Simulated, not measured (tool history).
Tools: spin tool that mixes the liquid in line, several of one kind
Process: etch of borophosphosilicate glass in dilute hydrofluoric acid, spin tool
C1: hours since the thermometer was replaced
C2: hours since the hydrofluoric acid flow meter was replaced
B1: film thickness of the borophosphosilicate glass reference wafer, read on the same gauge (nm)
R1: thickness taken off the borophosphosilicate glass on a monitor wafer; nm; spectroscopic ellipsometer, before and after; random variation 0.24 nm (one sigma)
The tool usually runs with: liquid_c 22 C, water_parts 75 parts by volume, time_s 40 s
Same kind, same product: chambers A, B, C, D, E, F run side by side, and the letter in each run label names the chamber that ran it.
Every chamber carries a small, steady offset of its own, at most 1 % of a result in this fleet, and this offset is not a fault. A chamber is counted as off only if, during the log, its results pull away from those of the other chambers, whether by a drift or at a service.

{"run": "1D", "hour": 6.3, "liquid_c": 22, "water_parts": 75, "time_s": 40, "C1": 1585.8, "C2": 1864.2, "B1": 100.01, "R1": 32.418}
{"run": "2A", "hour": 12.0, "liquid_c": 22, "water_parts": 75, "time_s": 40, "C1": 547.4, "C2": 1029.6, "B1": 100, "R1": 32.791}
{"run": "3B", "hour": 17.9, "liquid_c": 22, "water_parts": 75, "time_s": 40, "C1": 988.3, "C2": 1163.2, "B1": 99.985, "R1": 32.247}
{"run": "4C", "hour": 24.0, "liquid_c": 22, "water_parts": 75, "time_s": 40, "C1": 631.3, "C2": 1707.1, "B1": 99.999, "R1": 32.027}
{"run": "5E", "hour": 32.5, "liquid_c": 22, "water_parts": 60, "time_s": 40, "C1": 155.5, "C2": 965.7, "B1": 99.979, "R1": 41.004}
{"run": "6F", "hour": 36.8, "liquid_c": 22, "water_parts": 60, "time_s": 40, "C1": 1019, "C2": 146.6, "B1": 100.02, "R1": 41.753}
{"hour": 41.4, "done": "chamber A: hydrofluoric acid flow meter replaced"}
{"run": "7B", "hour": 41.6, "liquid_c": 22, "water_parts": 60, "time_s": 40, "C1": 1012, "C2": 1186.9, "B1": 100, "R1": 40.714}
{"run": "8F", "hour": 48.6, "liquid_c": 22, "water_parts": 60, "time_s": 40, "C1": 1030.8, "C2": 158.4, "B1": 99.948, "R1": 40.474}
{"run": "9C", "hour": 53.5, "liquid_c": 22, "water_parts": 60, "time_s": 40, "C1": 660.8, "C2": 1736.6, "B1": 100.01, "R1": 41.07}
{"run": "10D", "hour": 58.8, "liquid_c": 22, "water_parts": 60, "time_s": 40, "C1": 1638.3, "C2": 1916.7, "B1": 99.963, "R1": 41.248}
{"run": "11E", "hour": 64.3, "liquid_c": 22, "water_parts": 75, "time_s": 40, "C1": 187.3, "C2": 997.5, "B1": 99.995, "R1": 32.264}
{"run": "12A", "hour": 68.4, "liquid_c": 22, "water_parts": 75, "time_s": 40, "C1": 603.8, "C2": 27.1, "B1": 100.02, "R1": 32.865}
{"hour": 70.5, "done": "chamber D: hydrofluoric acid flow meter replaced"}
{"run": "13B", "hour": 72.7, "liquid_c": 22, "water_parts": 75, "time_s": 40, "C1": 1043.1, "C2": 1218, "B1": 99.986, "R1": 33.064}
{"run": "14D", "hour": 80.6, "liquid_c": 24, "water_parts": 75, "time_s": 40, "C1": 1660.1, "C2": 10.2, "B1": 100.02, "R1": 35.324}
{"run": "15E", "hour": 84.9, "liquid_c": 24, "water_parts": 75, "time_s": 40, "C1": 207.9, "C2": 1018.1, "B1": 100, "R1": 34.854}
{"run": "16A", "hour": 92.7, "liquid_c": 24, "water_parts": 75, "time_s": 40, "C1": 628.1, "C2": 51.4, "B1": 100.01, "R1": 35.422}
{"hour": 94.3, "done": "chamber B: hydrofluoric acid flow meter replaced"}
{"run": "17C", "hour": 99.0, "liquid_c": 24, "water_parts": 75, "time_s": 40, "C1": 706.3, "C2": 1782.1, "B1": 99.972, "R1": 35.043}
{"run": "18F", "hour": 103.0, "liquid_c": 24, "water_parts": 75, "time_s": 40, "C1": 1085.2, "C2": 212.8, "B1": 99.964, "R1": 35.292}
{"run": "19C", "hour": 111.4, "liquid_c": 24, "water_parts": 75, "time_s": 40, "C1": 718.7, "C2": 1794.5, "B1": 100.02, "R1": 35.091}
{"run": "20B", "hour": 117.2, "liquid_c": 22, "water_parts": 95, "time_s": 40, "C1": 1087.6, "C2": 22.9, "B1": 99.985, "R1": 25.872}
{"run": "21F", "hour": 121.3, "liquid_c": 22, "water_parts": 95, "time_s": 40, "C1": 1103.5, "C2": 231.1, "B1": 100.04, "R1": 25.009}
{"run": "22A", "hour": 129.1, "liquid_c": 22, "water_parts": 95, "time_s": 40, "C1": 664.5, "C2": 87.8, "B1": 99.988, "R1": 24.899}
{"run": "23E", "hour": 138.1, "liquid_c": 22, "water_parts": 95, "time_s": 40, "C1": 261.1, "C2": 1071.3, "B1": 99.999, "R1": 24.653}
{"run": "24D", "hour": 143.8, "liquid_c": 22, "water_parts": 95, "time_s": 40, "C1": 1723.3, "C2": 73.4, "B1": 99.953, "R1": 24.915}
{"run": "25E", "hour": 150.3, "liquid_c": 22, "water_parts": 95, "time_s": 40, "C1": 273.3, "C2": 1083.5, "B1": 100, "R1": 24.493}
{"run": "26A", "hour": 155.5, "liquid_c": 22, "water_parts": 75, "time_s": 40, "C1": 690.9, "C2": 114.2, "B1": 100.02, "R1": 32.859}
{"run": "27F", "hour": 163.9, "liquid_c": 22, "water_parts": 105, "time_s": 20, "C1": 1146.1, "C2": 273.7, "B1": 99.996, "R1": 11.27}
{"run": "28B", "hour": 170.2, "liquid_c": 22, "water_parts": 105, "time_s": 20, "C1": 1140.6, "C2": 75.9, "B1": 99.976, "R1": 11.861}
{"run": "29C", "hour": 175.1, "liquid_c": 22, "water_parts": 105, "time_s": 20, "C1": 782.4, "C2": 1858.2, "B1": 99.992, "R1": 11.154}
{"run": "30D", "hour": 181.3, "liquid_c": 22, "water_parts": 105, "time_s": 20, "C1": 1760.8, "C2": 110.9, "B1": 99.977, "R1": 11.035}
{"run": "31D", "hour": 189.0, "liquid_c": 22, "water_parts": 105, "time_s": 20, "C1": 1768.5, "C2": 118.6, "B1": 99.982, "R1": 11.079}
{"run": "32C", "hour": 198.0, "liquid_c": 22, "water_parts": 105, "time_s": 20, "C1": 805.3, "C2": 1881.1, "B1": 100, "R1": 11.241}
{"run": "33E", "hour": 203.4, "liquid_c": 22, "water_parts": 75, "time_s": 40, "C1": 326.4, "C2": 1136.6, "B1": 100.02, "R1": 32.172}
{"run": "34B", "hour": 209.4, "liquid_c": 26, "water_parts": 75, "time_s": 40, "C1": 1179.8, "C2": 115.1, "B1": 99.974, "R1": 40.825}
{"run": "35A", "hour": 215.9, "liquid_c": 26, "water_parts": 75, "time_s": 40, "C1": 751.3, "C2": 174.6, "B1": 99.991, "R1": 38.515}
{"run": "36F", "hour": 224.4, "liquid_c": 26, "water_parts": 75, "time_s": 40, "C1": 1206.6, "C2": 334.2, "B1": 100.04, "R1": 38.286}

Each of the 6 chambers runs these same settings next. Fill in every chamber's results:
{"run": "37A", "hour": 231.1, "liquid_c": 22, "water_parts": 75, "time_s": 25, "R1": "?"}
{"run": "37B", "hour": 231.1, "liquid_c": 22, "water_parts": 75, "time_s": 25, "R1": "?"}
{"run": "37C", "hour": 231.1, "liquid_c": 22, "water_parts": 75, "time_s": 25, "R1": "?"}
{"run": "37D", "hour": 231.1, "liquid_c": 22, "water_parts": 75, "time_s": 25, "R1": "?"}
{"run": "37E", "hour": 231.1, "liquid_c": 22, "water_parts": 75, "time_s": 25, "R1": "?"}
{"run": "37F", "hour": 231.1, "liquid_c": 22, "water_parts": 75, "time_s": 25, "R1": "?"}

run=37A R1=20.277
run=37B R1=22.236
run=37C R1=20.24
run=37D R1=20.171
run=37E R1=20.278
run=37F R1=20.47
